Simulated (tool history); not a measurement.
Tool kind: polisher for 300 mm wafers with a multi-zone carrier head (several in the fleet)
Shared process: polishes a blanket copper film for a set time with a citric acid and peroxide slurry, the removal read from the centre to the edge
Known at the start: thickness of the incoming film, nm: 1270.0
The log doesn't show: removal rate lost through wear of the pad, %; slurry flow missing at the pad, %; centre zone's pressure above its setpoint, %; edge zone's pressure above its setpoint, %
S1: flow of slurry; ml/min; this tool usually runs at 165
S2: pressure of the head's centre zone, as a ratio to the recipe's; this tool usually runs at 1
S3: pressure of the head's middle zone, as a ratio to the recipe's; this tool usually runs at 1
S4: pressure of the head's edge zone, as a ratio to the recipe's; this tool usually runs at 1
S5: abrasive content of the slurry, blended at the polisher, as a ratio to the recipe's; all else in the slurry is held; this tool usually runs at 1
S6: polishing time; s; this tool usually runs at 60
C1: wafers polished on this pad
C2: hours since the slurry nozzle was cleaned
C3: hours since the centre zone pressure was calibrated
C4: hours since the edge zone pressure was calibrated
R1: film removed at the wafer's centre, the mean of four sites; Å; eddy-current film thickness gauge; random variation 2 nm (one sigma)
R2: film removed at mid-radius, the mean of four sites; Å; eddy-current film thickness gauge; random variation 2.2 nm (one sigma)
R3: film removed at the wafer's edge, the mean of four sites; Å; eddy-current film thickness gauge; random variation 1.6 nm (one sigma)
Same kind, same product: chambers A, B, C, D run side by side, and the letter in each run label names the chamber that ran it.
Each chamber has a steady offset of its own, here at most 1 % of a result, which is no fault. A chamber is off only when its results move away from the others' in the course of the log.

run	hour	S1	S2	S3	S4	S5	S6	C1	C2	C3	C4	R1	R2	R3
1C	5.6	165	1	1	1	1	60	398	5.7	1472.8	297.2	1980.7	2031.2	2026.6
2D	12.6	165	1	1	1	1	60	338	24.5	156.3	222	2011.1	1990	1972.8
3B	19.9	165	1	1	1	1	60	747	128.8	1583.2	476.2	1999.6	1971.1	2002.5
# hour 23.5: chamber B: centre zone pressure recalibrated
4A	24.3	165	1	1	1	1	60	1097	267.7	445.3	466.7	1998.3	2013.4	2028
# hour 27.1: chamber D: worn pad replaced by a new one
5A	28.3	165	1	1	1	1	60	1151	271.7	449.3	470.7	2014.7	2062	2005.6
6B	32.7	165	1	1	1	1	60	918	141.6	9.2	489	2033.2	1989.8	2021.7
# hour 32.8: chamber B: worn pad replaced by a new one
7C	38.1	165	1	1	1	1	60	833	38.2	1505.3	329.7	2034.4	2035.5	2018.3
8D	43.7	165	1	1	1	1	60	223	55.6	187.4	253.1	2017.4	2004.9	1978.8
9D	47.1	165	1	1	1	1	60	268	59	190.8	256.5	2008.7	2033.1	1962.6
10B	52.3	165	1	1	1	1	60	261	161.2	28.8	508.6	1993.6	2016.5	1999.1
# hour 53.2: chamber C: worn pad replaced by a new one
11C	57.6	165	1	1	1	1	60	60	57.7	1524.8	349.2	2003.3	2008.1	2011
12A	61.8	165	1	1	1	1	60	1599	305.2	482.8	504.2	2001.7	2008.6	1978.3
13D	65.6	165	1	1	1	1	60	516	77.5	209.3	275	2022.9	1995.3	1970.6
# hour 66.3: chamber D: worn pad replaced by a new one
14A	70.9	165	1.07	1	1	1	60	1721	314.3	491.9	513.3	2119.3	1998.5	1986.8
15C	78	165	1.07	1	1	1	60	333	78.1	1545.2	369.6	2178.2	2020.9	2028
16B	84.3	165	1.07	1	1	1	60	689	193.2	60.8	540.6	2147.9	2035.2	2030.1
17C	89.4	165	1.07	1	1	1	60	485	89.5	1556.6	381	2179.1	2035.2	2033.8
18D	95.8	165	1	1	1	1	60	395	107.7	239.5	305.2	1990.8	2021.3	1999
19B	103.4	165	1	1	1	1	60	945	212.3	79.9	559.7	2013.9	2042.4	2021.9
# hour 103.6: chamber B: worn pad replaced by a new one
# hour 104.4: chamber B: slurry nozzle cleaned
# hour 107.1: chamber D: worn pad replaced by a new one
# hour 108.9: chamber D: edge zone pressure recalibrated
20A	108.9	165	1	1	1	1	60	2229	352.3	529.9	551.3	1933.7	1945.9	1912.5
# hour 114.7: chamber C: worn pad replaced by a new one
21A	116.3	165	1	1	1	1	60	2328	359.7	537.3	558.7	1911.9	1874.8	1889
22C	119.8	185	1	0.9	1	1	60	68	119.9	1587	411.4	2055.9	1877	2043.7
23B	124.3	185	1	0.9	1	1	60	277	19.9	100.8	580.6	2049.6	1850.2	2059.6
24D	128.6	185	1	0.9	1	1	60	288	140.5	272.3	19.7	2063.7	1847.5	2020.4
25D	133.8	185	1	0.9	1	1	60	357	145.7	277.5	24.9	2022.5	1853.4	2048
26C	140.8	165	1	1	1	1	60	349	140.9	1608	432.4	2005.8	2005.5	2023
# hour 141.9: chamber D: worn pad replaced by a new one
27A	148.1	165	1	1	1	1	60	2754	391.5	569.1	590.5	1814.3	1852.9	1856.9
28B	155.7	165	1	1	1	1	60	698	51.3	132.2	612	1995.2	2003.9	2007.1
# hour 158.2: chamber C: centre zone pressure recalibrated
29C	162.2	165	1	1	1	1	60	636	162.3	4	453.8	1967	2062	1984.1
30B	169.2	165	1	1	1	1	60	878	64.8	145.7	625.5	2031.8	2009.2	2002.5
31D	173.4	165	1	1	1	1	60	422	185.3	317.1	64.5	1996.5	1992.4	1951.9
32A	177.3	165	1	1	1	1	60	3144	420.7	598.3	619.7	1821.2	1795.9	1770.2
33C	183.3	165	1	1	1	1	60	918	183.4	25.1	474.9	2009.2	2032.6	2006.3
34A	188.6	165	1	1	1	1	60	3296	432	609.6	631	1779.1	1803.2	1782.9

Predict what each chamber gives when all 4 of them run the settings below next.
35A	194.2	165	1	1	1	1	60					?	?	?
35B	194.2	165	1	1	1	1	60					?	?	?
35C	194.2	165	1	1	1	1	60					?	?	?
35D	194.2	165	1	1	1	1	60					?	?	?

run	R1	R2	R3
35A	1783.6	1731.3	1768.5
35B	2015.6	1994.4	2040.8
35C	2000.6	2019.2	2027.4
35D	1981.7	1985.9	2000.2
